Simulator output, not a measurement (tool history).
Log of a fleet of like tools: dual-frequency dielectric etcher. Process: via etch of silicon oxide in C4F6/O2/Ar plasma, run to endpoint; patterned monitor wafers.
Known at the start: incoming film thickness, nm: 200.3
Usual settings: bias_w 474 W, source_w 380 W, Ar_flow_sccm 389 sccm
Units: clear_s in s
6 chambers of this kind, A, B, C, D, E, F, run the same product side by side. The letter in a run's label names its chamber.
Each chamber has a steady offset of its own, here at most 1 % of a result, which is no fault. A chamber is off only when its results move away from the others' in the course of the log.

Run 1B, hour 5.7: usual settings. Result: clear_s 46.925 s.
Run 2D, hour 15.0: usual settings. Result: clear_s 47.063 s.
At hour 15.7: chamber B: wet clean of the chamber.
Run 3A, hour 22.5: usual settings. Result: clear_s 46.787 s.
Run 4F, hour 32.2: usual settings. Result: clear_s 47.428 s.
Run 5E, hour 42.1: usual settings. Result: clear_s 47.369 s.
Run 6C, hour 48.3: usual settings. Result: clear_s 47.230 s.
Run 7F, hour 56.7: usual settings. Result: clear_s 47.669 s.
Run 8E, hour 67.9: usual settings. Result: clear_s 47.475 s.
Run 9A, hour 80.4: usual settings. Result: clear_s 46.792 s.
Run 10B, hour 91.3: usual settings. Result: clear_s 47.542 s.
Run 11D, hour 99.5: usual settings. Result: clear_s 46.804 s.
Run 12C, hour 109.7: usual settings. Result: clear_s 47.280 s.
Run 13E, hour 118.8: usual settings. Result: clear_s 47.755 s.
Run 14D, hour 129.7: usual settings. Result: clear_s 46.603 s.
Run 15B, hour 136.3: usual settings. Result: clear_s 46.964 s.
Run 16C, hour 142.3: usual settings but bias_w 430 W, source_w 290 W. Result: clear_s 54.196 s.
At hour 151.4: chamber D: source power generator calibrated.
Run 17F, hour 152.7: usual settings but bias_w 430 W, source_w 290 W. Result: clear_s 54.139 s.
Run 18A, hour 158.7: usual settings but bias_w 430 W, source_w 290 W. Result: clear_s 54.185 s.
Run 19F, hour 164.9: usual settings but bias_w 430 W, source_w 290 W. Result: clear_s 54.811 s.
Run 20D, hour 171.4: usual settings but bias_w 430 W, source_w 290 W. Result: clear_s 53.813 s.
Run 21C, hour 177.1: usual settings but bias_w 430 W, source_w 290 W. Result: clear_s 54.183 s.
Run 22A, hour 183.7: usual settings. Result: clear_s 47.125 s.
Run 23B, hour 193.0: usual settings but Ar_flow_sccm 453 sccm. Result: clear_s 47.630 s.
Run 24E, hour 200.9: usual settings but Ar_flow_sccm 453 sccm. Result: clear_s 48.194 s.
Run 25B, hour 210.2: usual settings but Ar_flow_sccm 453 sccm. Result: clear_s 48.175 s.
At hour 220.4: chamber C: wet clean of the chamber.
Run 26E, hour 223.0: usual settings but Ar_flow_sccm 453 sccm. Result: clear_s 47.722 s.
Run 27C, hour 232.5: usual settings but Ar_flow_sccm 453 sccm. Result: clear_s 48.071 s.
Run 28D, hour 241.9: usual settings but Ar_flow_sccm 453 sccm. Result: clear_s 47.488 s.
Run 29F, hour 251.2: usual settings. Result: clear_s 47.482 s.
Run 30A, hour 261.3: usual settings. Result: clear_s 47.559 s.
Run 31A, hour 270.0: usual settings. Result: clear_s 47.053 s.
Run 32B, hour 279.2: usual settings. Result: clear_s 47.092 s.
Run 33D, hour 289.0: usual settings. Result: clear_s 47.372 s.
At hour 297.1: chamber D: wet clean of the chamber.
Run 34C, hour 300.6: usual settings. Result: clear_s 47.191 s.
Run 35F, hour 312.5: usual settings. Result: clear_s 47.559 s.
At hour 318.6: chamber E: wet clean of the chamber.
Run 36E, hour 319.6: usual settings. Result: clear_s 47.850 s.
Run 37D, hour 330.9: usual settings. Result: clear_s 46.705 s.

All 6 chambers run these settings next. Forecast each chamber's results:
Run 38A, hour 340.2: usual settings but source_w 460 W. Result: clear_s ?.
Run 38B, hour 340.2: usual settings but source_w 460 W. Result: clear_s ?.
Run 38C, hour 340.2: usual settings but source_w 460 W. Result: clear_s ?.
Run 38D, hour 340.2: usual settings but source_w 460 W. Result: clear_s ?.
Run 38E, hour 340.2: usual settings but source_w 460 W. Result: clear_s ?.
Run 38F, hour 340.2: usual settings but source_w 460 W. Result: clear_s ?.

run  clear_s
38A   44.182
38B   44.069
38C   44.115
38D   43.716
38E   44.117
38F   43.802

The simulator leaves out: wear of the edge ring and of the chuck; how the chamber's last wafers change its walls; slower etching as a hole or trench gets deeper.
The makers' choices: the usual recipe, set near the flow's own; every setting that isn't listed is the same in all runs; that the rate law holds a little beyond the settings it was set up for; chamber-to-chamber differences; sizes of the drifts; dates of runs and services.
